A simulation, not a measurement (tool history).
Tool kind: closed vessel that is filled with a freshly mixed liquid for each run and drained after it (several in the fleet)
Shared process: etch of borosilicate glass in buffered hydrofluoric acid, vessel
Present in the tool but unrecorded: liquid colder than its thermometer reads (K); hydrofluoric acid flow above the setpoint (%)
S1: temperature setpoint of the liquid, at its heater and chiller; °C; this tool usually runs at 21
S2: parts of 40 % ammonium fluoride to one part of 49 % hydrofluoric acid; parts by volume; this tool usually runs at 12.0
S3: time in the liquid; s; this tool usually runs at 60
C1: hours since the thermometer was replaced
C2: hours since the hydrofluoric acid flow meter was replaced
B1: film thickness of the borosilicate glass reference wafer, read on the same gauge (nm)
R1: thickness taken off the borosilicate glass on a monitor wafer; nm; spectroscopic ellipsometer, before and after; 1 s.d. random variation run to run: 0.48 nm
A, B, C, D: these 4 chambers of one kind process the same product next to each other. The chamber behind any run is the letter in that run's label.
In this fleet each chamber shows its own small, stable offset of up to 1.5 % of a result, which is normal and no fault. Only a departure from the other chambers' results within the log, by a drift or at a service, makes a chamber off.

run 1D hour=11.0 | S1=21 S2=12.0 S3=60 | C1=2443.5 C2=1229.7 | B1=120.00 | R1=52.698
-- hour=11.3 chamber C: thermometer replaced
run 2C hour=19.0 | S1=21 S2=12.0 S3=60 | C1=7.8 C2=183.2 | B1=120.00 | R1=52.826
run 3B hour=30.6 | S1=21 S2=12.0 S3=60 | C1=226.4 C2=351.4 | B1=120.00 | R1=54.460
run 4A hour=42.3 | S1=21 S2=12.0 S3=60 | C1=1742.4 C2=218.5 | B1=120.00 | R1=53.902
run 5B hour=50.9 | S1=21 S2=12.0 S3=60 | C1=246.7 C2=371.7 | B1=119.98 | R1=53.003
run 6D hour=61.6 | S1=21 S2=12.0 S3=60 | C1=2494.1 C2=1280.3 | B1=120.00 | R1=52.905
run 7C hour=73.3 | S1=21 S2=12.0 S3=60 | C1=62.1 C2=237.5 | B1=120.05 | R1=53.733
run 8A hour=84.5 | S1=21 S2=16.5 S3=80 | C1=1784.6 C2=260.7 | B1=120.03 | R1=51.385
run 9C hour=89.9 | S1=21 S2=16.5 S3=80 | C1=78.7 C2=254.1 | B1=120.03 | R1=50.944
run 10B hour=98.6 | S1=21 S2=16.5 S3=80 | C1=294.4 C2=419.4 | B1=120.01 | R1=52.495
-- hour=102.4 chamber D: thermometer replaced
run 11D hour=103.9 | S1=21 S2=16.5 S3=80 | C1=1.6 C2=1322.6 | B1=119.97 | R1=50.941
run 12A hour=110.6 | S1=21 S2=12.0 S3=60 | C1=1810.7 C2=286.8 | B1=120.00 | R1=53.384
run 13C hour=116.3 | S1=21 S2=12.0 S3=60 | C1=105.1 C2=280.5 | B1=119.99 | R1=52.762
run 14B hour=127.7 | S1=21 S2=7.0 S3=70 | C1=323.5 C2=448.5 | B1=120.00 | R1=106.950
run 15D hour=139.1 | S1=21 S2=7.0 S3=70 | C1=36.8 C2=1357.8 | B1=119.96 | R1=105.660
run 16A hour=147.5 | S1=21 S2=7.0 S3=70 | C1=1847.6 C2=323.7 | B1=119.99 | R1=102.890
run 17A hour=154.8 | S1=21 S2=7.0 S3=70 | C1=1854.9 C2=331.0 | B1=119.98 | R1=102.810
run 18B hour=161.1 | S1=21 S2=12.0 S3=60 | C1=356.9 C2=481.9 | B1=119.99 | R1=52.485
run 19D hour=168.2 | S1=21 S2=12.0 S3=60 | C1=65.9 C2=1386.9 | B1=120.00 | R1=54.408
run 20C hour=175.2 | S1=21 S2=12.0 S3=60 | C1=164.0 C2=339.4 | B1=120.01 | R1=54.105
run 21C hour=182.0 | S1=21 S2=12.0 S3=60 | C1=170.8 C2=346.2 | B1=119.98 | R1=52.349
run 22B hour=192.7 | S1=21 S2=12.0 S3=60 | C1=388.5 C2=513.5 | B1=119.94 | R1=53.083
run 23A hour=204.2 | S1=21 S2=12.0 S3=60 | C1=1904.3 C2=380.4 | B1=120.02 | R1=53.769
run 24D hour=212.8 | S1=21 S2=12.0 S3=40 | C1=110.5 C2=1431.5 | B1=120.01 | R1=37.421
run 25C hour=220.6 | S1=21 S2=12.0 S3=40 | C1=209.4 C2=384.8 | B1=120.01 | R1=35.669
run 26D hour=228.8 | S1=21 S2=12.0 S3=40 | C1=126.5 C2=1447.5 | B1=120.01 | R1=38.176
run 27A hour=235.8 | S1=21 S2=12.0 S3=40 | C1=1935.9 C2=412.0 | B1=120.00 | R1=35.550
run 28B hour=242.8 | S1=21 S2=12.0 S3=60 | C1=438.6 C2=563.6 | B1=119.96 | R1=52.762
run 29B hour=254.0 | S1=21 S2=12.0 S3=60 | C1=449.8 C2=574.8 | B1=120.04 | R1=53.730
run 30A hour=263.0 | S1=25 S2=10.0 S3=60 | C1=1963.1 C2=439.2 | B1=119.98 | R1=79.387
run 31D hour=271.2 | S1=25 S2=10.0 S3=60 | C1=168.9 C2=1489.9 | B1=119.98 | R1=84.142
run 32C hour=282.5 | S1=25 S2=10.0 S3=60 | C1=271.3 C2=446.7 | B1=119.98 | R1=77.412
run 33D hour=287.7 | S1=25 S2=10.0 S3=60 | C1=185.4 C2=1506.4 | B1=119.97 | R1=85.026

Each of the 4 chambers runs these same settings next. Fill in every chamber's results:
run 34A hour=296.1 | S1=21 S2=15.0 S3=60 | R1=?
run 34B hour=296.1 | S1=21 S2=15.0 S3=60 | R1=?
run 34C hour=296.1 | S1=21 S2=15.0 S3=60 | R1=?
run 34D hour=296.1 | S1=21 S2=15.0 S3=60 | R1=?

run=34A R1=42.385
run=34B R1=42.641
run=34C R1=42.222
run=34D R1=48.294
